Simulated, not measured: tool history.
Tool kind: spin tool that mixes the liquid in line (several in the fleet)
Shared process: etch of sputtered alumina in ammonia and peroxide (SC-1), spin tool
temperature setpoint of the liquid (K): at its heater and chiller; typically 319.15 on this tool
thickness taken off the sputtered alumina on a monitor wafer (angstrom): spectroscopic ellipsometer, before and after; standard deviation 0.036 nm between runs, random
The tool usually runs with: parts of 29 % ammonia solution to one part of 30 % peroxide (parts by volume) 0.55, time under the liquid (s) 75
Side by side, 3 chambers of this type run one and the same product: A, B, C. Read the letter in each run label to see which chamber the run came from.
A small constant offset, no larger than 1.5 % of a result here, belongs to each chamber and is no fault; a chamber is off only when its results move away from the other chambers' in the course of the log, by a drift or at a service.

run	hour	temperature setpoint of the liquid (K)	parts of 29 % ammonia solution to one part of 30 % peroxide (parts by volume)	time under the liquid (s)	hours since the thermometer was replaced	hours since the ammonia flow meter was replaced	hours since the heated supply line was repaired	hours since the drum of ammonia solution was connected	read-back film thickness of the sputtered alumina reference wafer, read on the same gauge (nm)	thickness taken off the sputtered alumina on a monitor wafer (angstrom)
1B	11.6	319.15	0.55	75	287.2	1230.0	377.8	134.4	49.988	45.561
2A	18.9	319.15	0.55	75	2585.3	807.6	345.7	389.8	49.987	45.342
3C	30.3	319.15	0.55	75	404.4	372.2	396.0	691.2	50.005	45.687
# hour 36.2: chamber C: new drum of ammonia solution connected
4A	42.0	319.15	0.55	75	2608.4	830.7	368.8	412.9	49.999	45.576
5C	53.8	319.15	0.55	75	427.9	395.7	419.5	17.6	50.001	45.602
6B	64.8	319.15	0.55	75	340.4	1283.2	431.0	187.6	50.022	45.998
7B	71.5	319.15	0.55	75	347.1	1289.9	437.7	194.3	49.991	45.044
8A	81.8	319.15	0.40	55	2648.2	870.5	408.6	452.7	49.998	32.455
9C	87.9	319.15	0.40	55	462.0	429.8	453.6	51.7	50.017	31.948
10C	96.6	319.15	0.40	55	470.7	438.5	462.3	60.4	50.007	31.923
11B	108.6	319.15	0.55	75	384.2	1327.0	474.8	231.4	50.002	45.015
12A	114.5	319.15	0.55	75	2680.9	903.2	441.3	485.4	49.983	46.571
13B	126.3	319.15	0.55	75	401.9	1344.7	492.5	249.1	50.015	44.716
14C	138.2	319.15	0.55	75	512.3	480.1	503.9	102.0	50.003	44.710
15A	145.3	319.15	0.80	95	2711.7	934.0	472.1	516.2	49.990	60.516
16A	155.7	319.15	0.80	95	2722.1	944.4	482.5	526.6	50.002	60.349
17B	161.2	319.15	0.80	95	436.8	1379.6	527.4	284.0	50.003	58.730
# hour 163.6: chamber A: thermometer replaced
18C	168.9	319.15	0.55	75	543.0	510.8	534.6	132.7	49.999	44.932
19C	180.0	319.15	0.55	75	554.1	521.9	545.7	143.8	49.999	44.959
20B	190.5	319.15	0.55	45	466.1	1408.9	556.7	313.3	50.007	27.221
21A	201.8	319.15	0.55	45	38.2	990.5	528.6	572.7	50.003	27.961
22C	207.5	319.15	0.55	45	581.6	549.4	573.2	171.3	50.006	26.873
23B	217.1	319.15	0.55	75	492.7	1435.5	583.3	339.9	49.997	44.819
24A	222.5	319.15	0.55	75	58.9	1011.2	549.3	593.4	50.000	45.748
25C	229.8	319.15	0.55	75	603.9	571.7	595.5	193.6	50.004	44.755
26A	241.4	319.15	0.55	75	77.8	1030.1	568.2	612.3	49.988	45.985
27B	249.8	328.15	0.70	75	525.4	1468.2	616.0	372.6	50.007	76.335
28B	259.5	328.15	0.70	75	535.1	1477.9	625.7	382.3	49.997	75.960
29C	268.5	328.15	0.70	75	642.6	610.4	634.2	232.3	50.009	74.494
30A	277.6	319.15	0.55	75	114.0	1066.3	604.4	648.5	50.019	45.307
31B	284.8	319.15	0.55	75	560.4	1503.2	651.0	407.6	50.000	44.925
32C	292.0	311.15	0.55	75	666.1	633.9	657.7	255.8	50.006	27.857
33A	301.6	311.15	0.55	75	138.0	1090.3	628.4	672.5	49.998	28.459
34B	312.8	311.15	0.55	75	588.4	1531.2	679.0	435.6	50.013	28.411
35C	318.5	319.15	0.75	35	692.6	660.4	684.2	282.3	49.984	20.997
36A	327.1	319.15	0.75	35	163.5	1115.8	653.9	698.0	49.971	22.253
37A	338.5	319.15	0.75	35	174.9	1127.2	665.3	709.4	49.988	21.992
38C	349.7	319.15	0.55	75	723.8	691.6	715.4	313.5	50.003	43.951

Decide between three cases: one chamber stands off from its peers, the gauge reading all wafers drifts, or nothing is wrong past each chamber's small offset. Where a chamber is off, say which and what most likely put it there.

Chamber C drifts away from the others.
Cause: temperature lost on the way to the wafer (K) = 0.899.
With only this log, it may be confused with: liquid colder than its thermometer reads (K).

Here are 4 candidates for chamber C's next run, each the usual settings with a change, their results left as question marks. Which one brings its results back in line with what the others give on the usual settings?
Maximum distance from the other chambers' mean on the usual settings for a result to count as in line: thickness taken off the sputtered alumina on a monitor wafer (angstrom) 1.300
39C-1	358.6	318.65	0.55	70						?
39C-2	358.6	319.15	0.35	75						?
39C-3	358.6	319.65	0.55	80						?
39C-4	358.6	319.15	0.80	75						?

The other chambers' mean on the usual settings: thickness taken off the sputtered alumina on a monitor wafer (angstrom) 45.508
run	thickness taken off the sputtered alumina on a monitor wafer (angstrom)
39C-1	39.328
39C-2	41.550
39C-3	47.579
39C-4	44.918
39C-4 brings the chamber back in line.
